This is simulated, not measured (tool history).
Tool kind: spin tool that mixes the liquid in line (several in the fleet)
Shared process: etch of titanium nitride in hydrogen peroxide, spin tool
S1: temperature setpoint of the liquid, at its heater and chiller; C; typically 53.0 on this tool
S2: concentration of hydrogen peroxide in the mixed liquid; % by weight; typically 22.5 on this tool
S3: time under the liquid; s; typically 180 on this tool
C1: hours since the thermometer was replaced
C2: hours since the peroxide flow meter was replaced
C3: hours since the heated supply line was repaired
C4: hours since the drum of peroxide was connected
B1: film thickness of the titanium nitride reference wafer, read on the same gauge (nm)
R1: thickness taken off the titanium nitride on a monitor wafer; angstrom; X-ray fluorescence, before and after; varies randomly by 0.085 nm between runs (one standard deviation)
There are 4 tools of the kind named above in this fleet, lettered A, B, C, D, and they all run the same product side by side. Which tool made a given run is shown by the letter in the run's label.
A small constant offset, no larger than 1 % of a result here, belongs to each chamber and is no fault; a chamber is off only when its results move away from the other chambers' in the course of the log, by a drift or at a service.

run,hour,S1,S2,S3,C1,C2,C3,C4,B1,R1
1A,4.7,53.0,22.5,180,1485.8,326.6,3193.2,40.8,100.020,96.983
# hour 13.2: chamber C: new drum of peroxide connected
2B,13.2,53.0,22.5,180,336.4,583.7,1700.2,47.1,100.000,95.781
3D,22.5,53.0,22.5,180,2632.2,673.1,113.2,89.6,100.020,93.196
4C,30.7,53.0,22.5,180,371.7,307.7,729.5,17.6,99.960,96.968
5A,35.4,53.0,22.5,180,1516.5,357.3,3223.9,71.5,100.000,95.650
6B,42.3,59.5,22.5,85,365.5,612.8,1729.3,76.2,99.999,70.210
7C,49.8,59.5,22.5,85,390.8,326.8,748.6,36.7,99.996,71.041
8D,58.4,59.5,22.5,85,2668.1,709.0,149.1,125.5,99.998,70.986
9D,65.4,59.5,22.5,85,2675.1,716.0,156.1,132.5,100.020,70.540
10C,69.8,53.0,22.5,180,410.8,346.8,768.6,56.7,99.984,98.678
11A,79.1,53.0,22.5,180,1560.2,401.0,3267.6,115.2,100.020,96.947
12B,88.0,53.0,22.5,180,411.2,658.5,1775.0,121.9,100.000,97.847
13D,93.8,53.0,22.5,180,2703.5,744.4,184.5,160.9,99.993,95.962
14C,98.3,53.0,16.5,180,439.3,375.3,797.1,85.2,99.995,89.568
15A,106.0,53.0,16.5,180,1587.1,427.9,3294.5,142.1,100.010,90.531
16B,111.7,53.0,16.5,180,434.9,682.2,1798.7,145.6,99.980,90.496
17B,121.4,53.0,16.5,180,444.6,691.9,1808.4,155.3,100.000,89.816
18A,127.5,53.0,22.5,180,1608.6,449.4,3316.0,163.6,100.010,96.481
19D,132.9,53.0,22.5,180,2742.6,783.5,223.6,200.0,100.020,94.923
20C,139.1,53.0,22.5,180,480.1,416.1,837.9,126.0,99.981,94.968
21C,144.9,53.0,22.5,180,485.9,421.9,843.7,131.8,100.000,95.153
22A,153.3,53.0,22.5,180,1634.4,475.2,3341.8,189.4,100.020,95.711
23D,159.1,53.0,22.5,180,2768.8,809.7,249.8,226.2,100.020,95.269
24B,168.9,62.0,17.5,180,492.1,739.4,1855.9,202.8,99.989,169.900
25D,177.2,62.0,17.5,180,2786.9,827.8,267.9,244.3,100.010,165.940
26A,184.5,62.0,17.5,180,1665.6,506.4,3373.0,220.6,99.975,171.770
# hour 187.7: chamber B: thermometer replaced
27C,191.0,62.0,17.5,180,532.0,468.0,889.8,177.9,99.992,163.230
# hour 195.8: chamber D: thermometer replaced
28B,196.3,53.0,22.5,180,8.7,766.8,1883.3,230.2,99.995,97.484
29B,206.3,53.0,22.5,180,18.7,776.8,1893.3,240.2,99.998,95.678
30D,214.0,53.0,22.5,180,18.2,864.6,304.7,281.1,100.020,94.283
31A,218.5,53.0,22.5,180,1699.6,540.4,3407.0,254.6,100.010,94.957
32C,228.4,53.0,22.5,180,569.4,505.4,927.2,215.3,99.976,89.526
33B,235.3,53.0,22.5,180,47.7,805.8,1922.3,269.2,100.020,95.902
34C,241.6,53.0,22.5,180,582.6,518.6,940.4,228.5,99.951,90.813
# hour 246.4: chamber C: peroxide flow meter replaced
35D,250.2,53.0,22.5,180,54.4,900.8,340.9,317.3,100.050,97.131
36A,256.4,53.0,22.5,180,1737.5,578.3,3444.9,292.5,99.996,95.969
# hour 256.7: chamber A: thermometer replaced
37A,263.5,53.0,22.5,180,6.8,585.4,3452.0,299.6,100.040,95.515
38D,269.3,53.0,22.5,180,73.5,919.9,360.0,336.4,100.010,95.923
39B,276.1,53.0,22.5,180,88.5,846.6,1963.1,310.0,100.000,95.930
40C,284.9,53.0,22.5,180,625.9,38.5,983.7,271.8,100.010,87.936
41C,294.7,53.0,22.5,180,635.7,48.3,993.5,281.6,100.000,86.324
42A,300.8,53.0,22.5,180,44.1,622.7,3489.3,336.9,100.010,96.137
43D,305.5,53.0,22.5,180,109.7,956.1,396.2,372.6,99.955,96.327

Which is it: a chamber that has drifted or been left off by a service, a gauge drift common to all chambers, or only each chamber's usual small offset? If a chamber is off, name it and its likeliest cause.

It is chamber C that slowly wanders off from its peers.
What lies behind it: temperature lost on the way to the wafer (K) = 1.78.
The log may not tell that from: liquid colder than its thermometer reads (K).

Chamber C could run next with any of the 4 candidate recipes listed below; each alters the usual settings, and their results appear as question marks. Which one brings its results back in line with what the other chambers deliver on the usual settings?
In line means no further than this from the other chambers' mean on the usual settings: R1 2.900 angstrom
44C-1,312.8,51.5,22.5,180,,,,,,?
44C-2,312.8,53.0,22.5,140,,,,,,?
44C-3,312.8,53.0,23.0,230,,,,,,?
44C-4,312.8,54.5,22.5,180,,,,,,?

What the other chambers average on the usual settings: R1 95.891 angstrom
run,R1
44C-1,77.172
44C-2,66.919
44C-3,110.460
44C-4,95.827
With 44C-4, the chamber falls back in line with the rest.
